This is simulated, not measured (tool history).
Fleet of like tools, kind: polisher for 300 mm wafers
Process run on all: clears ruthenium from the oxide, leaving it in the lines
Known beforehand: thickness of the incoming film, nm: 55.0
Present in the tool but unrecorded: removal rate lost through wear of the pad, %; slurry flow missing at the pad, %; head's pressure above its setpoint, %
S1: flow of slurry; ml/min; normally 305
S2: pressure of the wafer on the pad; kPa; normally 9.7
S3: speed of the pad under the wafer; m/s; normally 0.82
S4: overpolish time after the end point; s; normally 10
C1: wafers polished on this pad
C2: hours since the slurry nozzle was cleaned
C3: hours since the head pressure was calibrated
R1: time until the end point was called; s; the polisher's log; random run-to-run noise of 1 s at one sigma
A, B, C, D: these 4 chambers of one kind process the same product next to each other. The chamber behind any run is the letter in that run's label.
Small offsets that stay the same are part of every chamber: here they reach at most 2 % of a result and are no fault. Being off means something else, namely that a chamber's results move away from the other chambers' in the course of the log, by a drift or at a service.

| run | hour | S1 | S2 | S3 | S4 | C1 | C2 | C3 | R1 |
|---|---|---|---|---|---|---|---|---|---|
| 1B | 8.2 | 305 | 9.7 | 0.82 | 10 | 985 | 302.8 | 209.2 | 74.894 |
|  | 12.1 | chamber C: worn pad replaced by a new one |
| 2D | 15.7 | 305 | 9.7 | 0.82 | 10 | 463 | 266.1 | 200.6 | 75.043 |
|  | 18 | chamber B: worn pad replaced by a new one |
| 3C | 30.1 | 305 | 9.7 | 0.82 | 10 | 201 | 178.6 | 65.8 | 73.753 |
|  | 41.2 | chamber A: slurry nozzle cleaned |
| 4A | 42.1 | 305 | 9.7 | 0.82 | 10 | 693 | 1 | 612.1 | 75.287 |
| 5B | 51.1 | 305 | 9.7 | 0.82 | 10 | 369 | 345.7 | 252.1 | 74.605 |
| 6C | 60.1 | 305 | 9.7 | 0.82 | 10 | 536 | 208.6 | 95.8 | 74.269 |
| 7D | 69.3 | 305 | 9.7 | 0.82 | 10 | 1061 | 319.7 | 254.2 | 74.324 |
|  | 83.4 | chamber A: worn pad replaced by a new one |
| 8A | 83.5 | 305 | 9.7 | 0.82 | 10 | 2 | 42.4 | 653.5 | 75.548 |
|  | 86.2 | chamber A: head pressure recalibrated |
| 9A | 90.2 | 305 | 9.7 | 0.82 | 10 | 76 | 49.1 | 4 | 76.218 |
|  | 91 | chamber D: worn pad replaced by a new one |
| 10C | 100 | 305 | 9.7 | 0.82 | 10 | 981 | 248.5 | 135.7 | 74.372 |
|  | 111.4 | chamber B: worn pad replaced by a new one |
| 11D | 112.4 | 305 | 9.7 | 0.82 | 10 | 239 | 362.8 | 297.3 | 74.357 |
|  | 115.8 | chamber C: worn pad replaced by a new one |
| 12B | 119.2 | 305 | 9.7 | 0.82 | 10 | 87 | 413.8 | 320.2 | 75.751 |
|  | 122.8 | chamber B: head pressure recalibrated |
| 13C | 131 | 305 | 9.7 | 0.7 | 7 | 169 | 279.5 | 166.7 | 87.6 |
| 14D | 141.3 | 305 | 9.7 | 0.7 | 7 | 561 | 391.7 | 326.2 | 87.773 |
| 15A | 149.1 | 305 | 9.7 | 0.7 | 7 | 734 | 108 | 62.9 | 88.309 |
| 16B | 156.7 | 305 | 9.7 | 0.7 | 7 | 506 | 451.3 | 33.9 | 89.269 |
| 17D | 169.7 | 305 | 9.7 | 0.82 | 10 | 879 | 420.1 | 354.6 | 74.469 |
| 18C | 179.8 | 305 | 9.7 | 0.82 | 10 | 714 | 328.3 | 215.5 | 75.733 |
| 19A | 187.3 | 205 | 9.7 | 0.56 | 10 | 1161 | 146.2 | 101.1 | 117.92 |
|  | 188.2 | chamber A: worn pad replaced by a new one |
| 20B | 195.6 | 205 | 9.7 | 0.56 | 10 | 940 | 490.2 | 72.8 | 114.15 |
|  | 205.6 | chamber B: worn pad replaced by a new one |
| 21B | 209.9 | 205 | 9.7 | 0.56 | 10 | 48 | 504.5 | 87.1 | 116.49 |
| 22C | 217.1 | 205 | 9.7 | 0.56 | 10 | 1131 | 365.6 | 252.8 | 113.06 |
|  | 217.7 | chamber D: worn pad replaced by a new one |
|  | 218 | chamber C: worn pad replaced by a new one |
| 23D | 228.9 | 305 | 9.7 | 0.82 | 10 | 125 | 479.3 | 413.8 | 73.54 |
| 24A | 242 | 305 | 9.7 | 0.82 | 10 | 601 | 200.9 | 155.8 | 76.264 |
| 25A | 253.6 | 305 | 9.7 | 0.82 | 10 | 730 | 212.5 | 167.4 | 77.011 |
|  | 256.4 | chamber D: head pressure recalibrated |
| 26C | 260.1 | 305 | 9.7 | 0.82 | 10 | 470 | 408.6 | 295.8 | 74.536 |
|  | 264 | chamber B: slurry nozzle cleaned |
| 27D | 267.8 | 305 | 9.7 | 0.82 | 10 | 559 | 518.2 | 11.5 | 76.105 |
| 28B | 282.2 | 305 | 9.7 | 0.82 | 10 | 855 | 18.2 | 159.4 | 74.864 |
| 29D | 292.8 | 305 | 9.7 | 0.82 | 10 | 838 | 543.2 | 36.5 | 73.802 |
| 30C | 305.6 | 255 | 9.7 | 0.68 | 10 | 979 | 454.1 | 341.3 | 90.143 |
|  | 306.2 | chamber B: worn pad replaced by a new one |
|  | 311.5 | chamber A: worn pad replaced by a new one |
| 31B | 316 | 255 | 9.7 | 0.68 | 10 | 109 | 52 | 193.2 | 94.675 |
| 32A | 322.7 | 255 | 9.7 | 0.68 | 10 | 125 | 281.6 | 236.5 | 93.26 |
|  | 335.1 | chamber D: worn pad replaced by a new one |
| 33D | 336.1 | 255 | 9.7 | 0.68 | 10 | 11 | 586.5 | 79.8 | 90.023 |

Decide between three cases: one chamber stands off from its peers, the gauge reading all wafers drifts, or nothing is wrong past each chamber's small offset. Where a chamber is off, say which and what most likely put it there.

Beyond each chamber's small constant offset nothing stands out, and the gauge stays steady.
